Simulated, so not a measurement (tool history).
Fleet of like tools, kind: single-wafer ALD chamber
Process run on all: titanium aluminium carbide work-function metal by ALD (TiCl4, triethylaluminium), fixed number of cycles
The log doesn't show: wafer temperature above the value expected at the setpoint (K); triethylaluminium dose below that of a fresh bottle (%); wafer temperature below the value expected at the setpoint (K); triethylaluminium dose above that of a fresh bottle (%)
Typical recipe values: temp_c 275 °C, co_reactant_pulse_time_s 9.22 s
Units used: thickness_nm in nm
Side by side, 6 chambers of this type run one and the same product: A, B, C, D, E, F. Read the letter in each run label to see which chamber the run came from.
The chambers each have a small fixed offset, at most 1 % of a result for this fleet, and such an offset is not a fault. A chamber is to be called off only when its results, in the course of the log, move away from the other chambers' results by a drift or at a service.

run    day  temp_c  co_reactant_pulse_time_s  hours since the last thermocouple change  hours since the last triethylaluminium bottle change  read-back reference wafer on the same gauge, thickness_nm  thickness_nm
 1B  0.154     275                      9.22                                     745.9                                                 500.7                                                     1.5301        1.7846
 2C  0.288     275                      9.22                                     489.7                                                 481.0                                                     1.5308        1.7842
 3E  0.475     275                      9.22                                    1287.5                                                 258.3                                                     1.5292        1.7426
 4F  0.579     275                      9.22                                    1863.2                                                 469.2                                                     1.5311        1.7409
 5D  0.750     275                      9.22                                    1332.4                                                  96.1                                                     1.5318        1.7670
 6A  0.938     275                      7.90                                    1051.9                                                 293.5                                                     1.5299        1.7178
 7D  1.129     275                      7.90                                    1341.5                                                 105.2                                                     1.5320        1.7193
 8E  1.325     275                      7.90                                    1307.9                                                 278.7                                                     1.5307        1.7261
 9A  1.483     275                      7.90                                    1065.0                                                 306.6                                                     1.5290        1.6946
10F  1.575     275                      7.90                                    1887.1                                                 493.1                                                     1.5328        1.7174
11C  1.662     275                      7.90                                     522.7                                                 514.0                                                     1.5305        1.7256
12B  1.829     275                      9.22                                     786.1                                                 540.9                                                     1.5295        1.7567
13A  1.942     275                      9.22                                    1076.0                                                 317.6                                                     1.5295        1.7519
14B  2.100     275                      9.22                                     792.6                                                 547.4                                                     1.5295        1.7656
15C  2.262     275                      9.22                                     537.1                                                 528.4                                                     1.5284        1.7584
16F  2.383     275                      9.22                                    1906.5                                                 512.5                                                     1.5311        1.7585
17E  2.554     275                      9.22                                    1337.4                                                 308.2                                                     1.5309        1.7568
     2.621  -- chamber F: triethylaluminium bottle replaced
18D  2.675     275                      9.22                                    1378.6                                                 142.3                                                     1.5289        1.7650
19B  2.775     275                      9.22                                     808.8                                                 563.6                                                     1.5302        1.7662
20E  2.862     275                      9.22                                    1344.8                                                 315.6                                                     1.5292        1.7542
21D  2.996     275                      9.22                                    1386.3                                                 150.0                                                     1.5297        1.7524
22F  3.192     275                     10.63                                    1925.9                                                  13.8                                                     1.5321        1.7814
23A  3.321     275                     10.63                                    1109.1                                                 350.7                                                     1.5322        1.7852
24C  3.483     275                     10.63                                     566.4                                                 557.7                                                     1.5286        1.7947
25C  3.579     275                     10.63                                     568.7                                                 560.0                                                     1.5311        1.7940
26F  3.704     275                     10.63                                    1938.2                                                  26.1                                                     1.5313        1.7797
27D  3.850     275                     10.63                                    1406.8                                                 170.5                                                     1.5283        1.7903
28B  4.046     275                      9.22                                     839.3                                                 594.1                                                     1.5297        1.7584
29A  4.221     275                      9.22                                    1130.7                                                 372.3                                                     1.5302        1.7557
30E  4.383     275                      9.22                                    1381.3                                                 352.1                                                     1.5287        1.7410
31B  4.483     275                      9.22                                     849.8                                                 604.6                                                     1.5279        1.7716
32F  4.629     275                      9.22                                    1960.4                                                  48.3                                                     1.5300        1.7508
33E  4.762     275                      9.22                                    1390.4                                                 361.2                                                     1.5290        1.7536
34D  4.892     275                      9.22                                    1431.8                                                 195.5                                                     1.5328        1.7528
35A  5.079     275                      9.22                                    1151.3                                                 392.9                                                     1.5323        1.7604
36C  5.262     275                      9.22                                     609.1                                                 600.4                                                     1.5281        1.7625
37B  5.388     275                      9.22                                     871.5                                                 626.3                                                     1.5299        1.7649
38E  5.529     275                      9.22                                    1408.8                                                 379.6                                                     1.5308        1.7557
39F  5.679     261                     12.01                                    1985.6                                                  73.5                                                     1.5290        1.6721
40D  5.875     261                     12.01                                    1455.4                                                 219.1                                                     1.5320        1.6823
41C  6.000     261                     12.01                                     626.8                                                 618.1                                                     1.5307        1.7002

Each of the 6 chambers runs these same settings next. Fill in every chamber's results:
42A  6.142     275                      9.22                                                                                                                                                                        ?
42B  6.142     275                      9.22                                                                                                                                                                        ?
42C  6.142     275                      9.22                                                                                                                                                                        ?
42D  6.142     275                      9.22                                                                                                                                                                        ?
42E  6.142     275                      9.22                                                                                                                                                                        ?
42F  6.142     275                      9.22                                                                                                                                                                        ?

run  thickness_nm
42A        1.7594
42B        1.7573
42C        1.7626
42D        1.7337
42E        1.7667
42F        1.7528
